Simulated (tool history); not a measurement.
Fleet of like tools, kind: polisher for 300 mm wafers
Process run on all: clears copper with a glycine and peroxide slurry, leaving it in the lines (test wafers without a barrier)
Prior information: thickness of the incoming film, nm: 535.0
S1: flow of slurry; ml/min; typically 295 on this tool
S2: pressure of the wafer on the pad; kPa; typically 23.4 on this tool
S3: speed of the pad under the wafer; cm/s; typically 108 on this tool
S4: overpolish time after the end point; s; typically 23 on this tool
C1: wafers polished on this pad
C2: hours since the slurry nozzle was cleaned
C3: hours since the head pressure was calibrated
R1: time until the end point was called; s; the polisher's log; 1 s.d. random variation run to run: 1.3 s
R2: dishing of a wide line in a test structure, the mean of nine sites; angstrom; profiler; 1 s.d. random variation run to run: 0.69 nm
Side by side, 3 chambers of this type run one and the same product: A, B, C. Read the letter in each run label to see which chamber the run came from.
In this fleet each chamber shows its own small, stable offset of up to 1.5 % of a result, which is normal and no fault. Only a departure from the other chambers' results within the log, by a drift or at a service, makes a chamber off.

{"run": "1A", "hour": 8.6, "S1": 295, "S2": 23.4, "S3": 108, "S4": 23, "C1": 181, "C2": 315.5, "C3": 464.6, "R1": 81.746, "R2": 464.1}
{"run": "2C", "hour": 14.4, "S1": 295, "S2": 23.4, "S3": 108, "S4": 23, "C1": 816, "C2": 110.6, "C3": 343.5, "R1": 81.198, "R2": 464.76}
{"run": "3B", "hour": 20.5, "S1": 295, "S2": 23.4, "S3": 108, "S4": 23, "C1": 922, "C2": 217.7, "C3": 90.8, "R1": 81.69, "R2": 451.07}
{"hour": 26.2, "done": "chamber B: worn pad replaced by a new one"}
{"run": "4C", "hour": 30.9, "S1": 295, "S2": 23.4, "S3": 108, "S4": 23, "C1": 1025, "C2": 127.1, "C3": 360.0, "R1": 85.635, "R2": 461.02}
{"run": "5A", "hour": 37.7, "S1": 295, "S2": 23.4, "S3": 108, "S4": 23, "C1": 550, "C2": 344.6, "C3": 493.7, "R1": 79.804, "R2": 460.27}
{"run": "6B", "hour": 43.0, "S1": 295, "S2": 23.4, "S3": 108, "S4": 23, "C1": 212, "C2": 240.2, "C3": 113.3, "R1": 81.895, "R2": 459.49}
{"run": "7C", "hour": 51.8, "S1": 295, "S2": 23.4, "S3": 108, "S4": 23, "C1": 1290, "C2": 148.0, "C3": 380.9, "R1": 85.248, "R2": 464.35}
{"run": "8A", "hour": 58.9, "S1": 295, "S2": 23.4, "S3": 108, "S4": 23, "C1": 819, "C2": 365.8, "C3": 514.9, "R1": 83.225, "R2": 468.41}
{"hour": 59.0, "done": "chamber C: worn pad replaced by a new one"}
{"run": "9B", "hour": 67.0, "S1": 295, "S2": 23.4, "S3": 108, "S4": 23, "C1": 517, "C2": 264.2, "C3": 137.3, "R1": 82.263, "R2": 459.68}
{"hour": 75.1, "done": "chamber A: worn pad replaced by a new one"}
{"run": "10B", "hour": 78.2, "S1": 295, "S2": 23.4, "S3": 108, "S4": 23, "C1": 659, "C2": 275.4, "C3": 148.5, "R1": 81.024, "R2": 463.15}
{"run": "11A", "hour": 87.6, "S1": 295, "S2": 23.4, "S3": 108, "S4": 23, "C1": 158, "C2": 394.5, "C3": 543.6, "R1": 81.359, "R2": 471.95}
{"run": "12C", "hour": 95.5, "S1": 360, "S2": 15.9, "S3": 108, "S4": 23, "C1": 463, "C2": 191.7, "C3": 424.6, "R1": 108.85, "R2": 408.12}
{"run": "13A", "hour": 101.9, "S1": 360, "S2": 15.9, "S3": 108, "S4": 23, "C1": 340, "C2": 408.8, "C3": 557.9, "R1": 113.31, "R2": 410.05}
{"hour": 105.8, "done": "chamber B: worn pad replaced by a new one"}
{"run": "14C", "hour": 111.1, "S1": 360, "S2": 15.9, "S3": 108, "S4": 23, "C1": 661, "C2": 207.3, "C3": 440.2, "R1": 111.84, "R2": 417.12}
{"run": "15B", "hour": 119.4, "S1": 295, "S2": 23.4, "S3": 108, "S4": 23, "C1": 173, "C2": 316.6, "C3": 189.7, "R1": 80.946, "R2": 468.07}
{"run": "16C", "hour": 126.4, "S1": 295, "S2": 23.4, "S3": 108, "S4": 23, "C1": 855, "C2": 222.6, "C3": 455.5, "R1": 82.178, "R2": 462.94}
{"hour": 127.9, "done": "chamber A: slurry nozzle cleaned"}
{"run": "17B", "hour": 136.7, "S1": 295, "S2": 23.4, "S3": 108, "S4": 23, "C1": 392, "C2": 333.9, "C3": 207.0, "R1": 80.323, "R2": 458.58}
{"run": "18A", "hour": 143.0, "S1": 295, "S2": 23.4, "S3": 108, "S4": 23, "C1": 861, "C2": 15.2, "C3": 599.0, "R1": 78.987, "R2": 460.52}
{"run": "19C", "hour": 148.1, "S1": 225, "S2": 23.4, "S3": 108, "S4": 13, "C1": 1130, "C2": 244.3, "C3": 477.2, "R1": 84.664, "R2": 365.49}
{"run": "20A", "hour": 159.3, "S1": 225, "S2": 23.4, "S3": 108, "S4": 13, "C1": 1067, "C2": 31.5, "C3": 615.3, "R1": 82.599, "R2": 368.49}
{"hour": 161.1, "done": "chamber A: worn pad replaced by a new one"}
{"run": "21B", "hour": 169.7, "S1": 225, "S2": 23.4, "S3": 108, "S4": 13, "C1": 811, "C2": 366.9, "C3": 240.0, "R1": 79.297, "R2": 386.57}
{"hour": 173.6, "done": "chamber C: worn pad replaced by a new one"}
{"run": "22B", "hour": 174.9, "S1": 295, "S2": 19.3, "S3": 108, "S4": 35, "C1": 876, "C2": 372.1, "C3": 245.2, "R1": 90.231, "R2": 489.05}
{"run": "23A", "hour": 181.5, "S1": 295, "S2": 19.3, "S3": 108, "S4": 35, "C1": 259, "C2": 53.7, "C3": 637.5, "R1": 98.202, "R2": 489.25}
{"run": "24C", "hour": 189.0, "S1": 295, "S2": 19.3, "S3": 108, "S4": 35, "C1": 195, "C2": 285.2, "C3": 518.1, "R1": 97.686, "R2": 485.67}
{"hour": 189.5, "done": "chamber B: worn pad replaced by a new one"}
{"run": "25B", "hour": 194.2, "S1": 295, "S2": 23.4, "S3": 80, "S4": 23, "C1": 60, "C2": 391.4, "C3": 264.5, "R1": 98.016, "R2": 441.56}
{"run": "26A", "hour": 205.4, "S1": 295, "S2": 23.4, "S3": 80, "S4": 23, "C1": 562, "C2": 77.6, "C3": 661.4, "R1": 104.08, "R2": 429.11}
{"run": "27C", "hour": 213.0, "S1": 295, "S2": 23.4, "S3": 80, "S4": 23, "C1": 499, "C2": 309.2, "C3": 542.1, "R1": 105.89, "R2": 443.95}
{"run": "28A", "hour": 218.3, "S1": 295, "S2": 23.4, "S3": 108, "S4": 23, "C1": 725, "C2": 90.5, "C3": 674.3, "R1": 79.827, "R2": 458.14}
{"run": "29C", "hour": 228.2, "S1": 295, "S2": 23.4, "S3": 108, "S4": 23, "C1": 692, "C2": 324.4, "C3": 557.3, "R1": 81.383, "R2": 464.48}

One chamber off, gauge drift, or nothing amiss beyond the chambers' own small offsets? If it is a chamber, which one, and what is the likeliest cause?

Chamber B drifts away from the others.
Most likely cause: head's pressure above its setpoint, % = 11.3.

Which of the 4 candidates below, each the usual settings with something changed and its results left as question marks, puts chamber B back in line with what the other chambers give on the usual settings?
A result is in line if it is within this distance of the other chambers' mean on the usual settings: R1 4.400 s; R2 24.00 angstrom
{"run": "30B-1", "hour": 236.3, "S1": 300, "S2": 26.2, "S3": 120, "S4": 22, "R1": "?", "R2": "?"}
{"run": "30B-2", "hour": 236.3, "S1": 295, "S2": 22.1, "S3": 102, "S4": 23, "R1": "?", "R2": "?"}
{"run": "30B-3", "hour": 236.3, "S1": 295, "S2": 24.8, "S3": 114, "S4": 23, "R1": "?", "R2": "?"}
{"run": "30B-4", "hour": 236.3, "S1": 290, "S2": 20.7, "S3": 96, "S4": 24, "R1": "?", "R2": "?"}

Mean of the other chambers on the usual settings: R1 81.945 s; R2 461.76 angstrom
run=30B-1 R1=60.953 R2=478.33
run=30B-2 R1=81.968 R2=455.56
run=30B-3 R1=67.071 R2=474.45
run=30B-4 R1=91.374 R2=448.39
With 30B-2, the chamber falls back in line with the rest.

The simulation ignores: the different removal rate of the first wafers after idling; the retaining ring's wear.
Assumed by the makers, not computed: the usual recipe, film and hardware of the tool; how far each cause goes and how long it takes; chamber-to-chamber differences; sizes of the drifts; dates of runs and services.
